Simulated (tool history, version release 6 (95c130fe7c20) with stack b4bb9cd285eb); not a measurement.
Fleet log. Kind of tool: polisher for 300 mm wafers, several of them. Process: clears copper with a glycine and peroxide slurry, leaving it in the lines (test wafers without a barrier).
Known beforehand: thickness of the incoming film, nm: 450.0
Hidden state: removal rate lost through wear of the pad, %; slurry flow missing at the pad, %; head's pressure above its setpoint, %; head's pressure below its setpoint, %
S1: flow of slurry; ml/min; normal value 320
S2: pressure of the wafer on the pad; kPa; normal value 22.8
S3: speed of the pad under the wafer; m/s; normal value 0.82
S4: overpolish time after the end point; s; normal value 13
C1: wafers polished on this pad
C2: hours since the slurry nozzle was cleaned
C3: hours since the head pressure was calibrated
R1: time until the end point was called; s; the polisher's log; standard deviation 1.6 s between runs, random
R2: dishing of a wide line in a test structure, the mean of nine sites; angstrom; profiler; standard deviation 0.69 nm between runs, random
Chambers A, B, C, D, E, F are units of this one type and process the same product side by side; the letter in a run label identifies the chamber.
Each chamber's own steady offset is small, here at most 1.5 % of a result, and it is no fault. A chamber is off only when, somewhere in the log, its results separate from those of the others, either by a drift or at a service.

run   hour   S1    S2    S3  S4    C1     C2     C3      R1      R2
       2.9  -- chamber B: slurry nozzle cleaned
 1E    5.4  320  22.8  0.82  13   101  596.6  397.2   101.2   408.5
       8.4  -- chamber B: worn pad replaced by a new one
 2D   12.6  320  22.8  0.82  13   658   96.9  504.1  98.556  399.73
 3F   22.5  320  22.8  0.82  13  1161  300.7  745.3  101.24  417.66
      23.2  -- chamber F: worn pad replaced by a new one
 4B     30  320  22.8  0.82  13   217   27.1  189.3  102.22   406.4
      36.8  -- chamber A: worn pad replaced by a new one
 5A   38.5  320  22.8  0.82  13    18  189.1  600.8  98.615  399.08
      41.1  -- chamber C: worn pad replaced by a new one
 6C   45.3  320  22.8  0.82  13    42  387.9  440.2  97.789  411.32
      46.7  -- chamber F: head pressure recalibrated
 7C   53.9  320  22.8  0.82  13   129  396.5  448.8  100.44  412.52
        54  -- chamber D: head pressure recalibrated
      60.2  -- chamber E: worn pad replaced by a new one
 8D   63.5  320  22.8  0.82  13  1171  147.8    9.5  101.21  409.68
 9E   71.1  320  22.8  0.82  13   110  662.3  462.9  102.35  420.31
      79.4  -- chamber D: worn pad replaced by a new one
10A   80.4  320  22.8  0.82  13   439    231  642.7  101.21  398.77
11B   85.9  320  28.3  0.82   9   780     83  245.2  82.427  344.09
12F   95.4  320  28.3  0.82   9   727  373.6   48.8   84.79  343.35
     101.1  -- chamber E: slurry nozzle cleaned
13D  103.9  320  28.3  0.82   9   247  188.2   49.9  81.652  345.63
     107.1  -- chamber C: worn pad replaced by a new one
14E  112.9  320  28.3  0.82   9   530   11.9  504.7  83.958  341.28
15C  119.3  320  28.3  0.82   9   123  461.9  514.2  84.143  346.88
16A  127.5  320  28.3  0.82   9   914  278.1  689.8  83.033  351.86
     137.5  -- chamber B: worn pad replaced by a new one
17F  137.5  425  22.8  0.82  13  1151  415.7   90.9   101.5  409.66
     138.2  -- chamber C: slurry nozzle cleaned
     139.6  -- chamber A: worn pad replaced by a new one
     140.2  -- chamber E: worn pad replaced by a new one
18B    146  425  22.8  0.82  13    86  143.1  305.3  99.194  418.17
       151  -- chamber F: worn pad replaced by a new one
19D  152.5  425  22.8  0.82  13   736  236.8   98.5  94.885  413.79
20C  160.6  425  22.8  0.82  13   539   22.5  555.5  103.02  402.94
       166  -- chamber C: worn pad replaced by a new one
21B  166.8  425  22.8  0.82  13   295  163.9  326.1   97.77  414.01
22F  174.1  425  22.8  0.82  13   233  452.3  127.5  97.931   429.8
     177.6  -- chamber A: slurry nozzle cleaned
     178.7  -- chamber D: slurry nozzle cleaned
23E  180.3  320  22.8  0.82  13   404   79.3  572.1   101.9  407.28
24A  188.2  320  22.8  0.82  13   489   10.6  750.5   98.02  403.24
25B  193.5  320  22.8  0.82  13   564  190.6  352.8  99.643  420.94
26F  200.9  320  22.8  0.82  13   503  479.1  154.3  101.91     409
27E  208.7  320  22.8  0.82  13   690  107.7  600.5  99.992  421.94
     209.2  -- chamber D: worn pad replaced by a new one
     209.2  -- chamber E: worn pad replaced by a new one
28D    216  320  22.8  0.82  13    69   37.4    162  101.46  422.27
29C  221.6  320  22.8  0.82  13   560   83.5  616.5  105.81   381.6
30A  227.1  320  22.8  0.82  13   881   49.5  789.4  99.385  416.01
     230.3  -- chamber B: slurry nozzle cleaned
     231.9  -- chamber C: worn pad replaced by a new one
31C  235.4  320  22.8  0.82  13    35   97.3  630.3  106.58  393.64
32D  244.6  320  22.8  0.82  13   357     66  190.6   102.9  413.03
33F  251.2  320  22.8  0.82  13  1009  529.4  204.6  101.99  410.57
     253.5  -- chamber A: worn pad replaced by a new one
       254  -- chamber E: head pressure recalibrated
     255.6  -- chamber B: worn pad replaced by a new one
34E  257.6  320  22.8  0.82  13   488  156.6    3.6  98.096  408.32
35B  265.9  320  22.8  0.82  13   104   35.7  425.2  98.019  399.75
36A    276  320  22.8  0.82  13   226   98.4  838.3  101.82   403.6
37C  283.4  320  22.8  0.82  13   519  145.3  678.3  109.87  370.14

Next, every chamber runs the same settings. What will each give?
38A   291  320  22.8  0.82  13               ?   ?
38B   291  320  22.8  0.82  13               ?   ?
38C   291  320  22.8  0.82  13               ?   ?
38D   291  320  22.8  0.82  13               ?   ?
38E   291  320  22.8  0.82  13               ?   ?
38F   291  320  22.8  0.82  13               ?   ?

run      R1      R2
38A  96.307  405.07
38B  100.16  419.28
38C  106.56  374.67
38D  97.256  412.06
38E  100.82  401.66
38F  97.074  411.39
